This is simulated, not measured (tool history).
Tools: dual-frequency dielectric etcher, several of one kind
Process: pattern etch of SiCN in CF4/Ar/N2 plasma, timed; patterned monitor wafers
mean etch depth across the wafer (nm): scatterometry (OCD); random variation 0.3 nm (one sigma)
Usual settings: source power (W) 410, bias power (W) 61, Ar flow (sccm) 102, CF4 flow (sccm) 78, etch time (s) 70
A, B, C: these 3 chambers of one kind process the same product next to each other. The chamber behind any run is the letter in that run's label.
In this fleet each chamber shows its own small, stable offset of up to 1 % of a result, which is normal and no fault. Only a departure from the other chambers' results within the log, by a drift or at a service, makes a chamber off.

run,day,source power (W),bias power (W),Ar flow (sccm),CF4 flow (sccm),etch time (s),"read-back reference wafer on the same gauge, depth_nm",mean etch depth across the wafer (nm)
1C,0.258,410,61,102,78,70,49.798,52.808
2B,0.438,410,61,102,78,70,49.840,52.706
3A,0.683,410,61,102,78,70,49.844,53.185
4B,0.892,410,61,102,78,70,49.778,52.852
5C,1.075,410,61,102,78,70,49.797,52.645
6A,1.358,410,61,102,78,70,49.831,53.036
7C,1.504,410,61,102,78,70,49.809,53.634
8A,1.788,410,65,102,78,70,49.816,53.689
9B,1.925,410,65,102,78,70,49.852,54.217
10C,2.129,410,65,102,78,70,49.785,54.223
11B,2.383,410,61,102,78,70,49.680,53.258
12A,2.629,410,61,102,78,70,49.824,52.359
13C,2.796,410,61,102,78,70,49.770,52.386
14B,3.071,410,61,102,78,70,49.794,53.793
15A,3.254,410,61,102,78,70,49.780,51.624
16B,3.521,370,61,102,78,70,49.813,48.536
17A,3.808,370,61,102,78,70,49.763,46.956
18C,4.067,370,61,102,78,70,49.722,48.320
19A,4.200,410,61,83,78,70,49.718,52.811
20C,4.338,410,61,83,78,70,49.729,53.723

Is one chamber out of step, is the gauge drifting, or do the chambers differ by no more than their own small offsets? For an off chamber, give its letter and the likeliest cause.

It is chamber A that slowly wanders off from its peers.
Cause: etch rate under this chamber's usual, % = 3.25.
It could be hard to tell apart here from: source power that arrives under what is set, %.

Chamber A could run next with any of the 4 candidate recipes listed below; each alters the usual settings, and their results appear as question marks. Which one brings its results back in line with what the other chambers deliver on the usual settings?
In-line tolerance around the mean of the other chambers on the usual settings: mean etch depth across the wafer (nm) 1.100
21A-1,4.554,410,61,102,78,67.5,,?
21A-2,4.554,420,62,101,78,73.5,,?
21A-3,4.554,410,60,102,77,65.0,,?
21A-4,4.554,420,61,102,78,71.5,,?

What the other chambers average on the usual settings: mean etch depth across the wafer (nm) 53.054
run,mean etch depth across the wafer (nm)
21A-1,49.374
21A-2,55.294
21A-3,47.194
21A-4,53.423
It is 21A-4 that realigns the chamber with its peers.
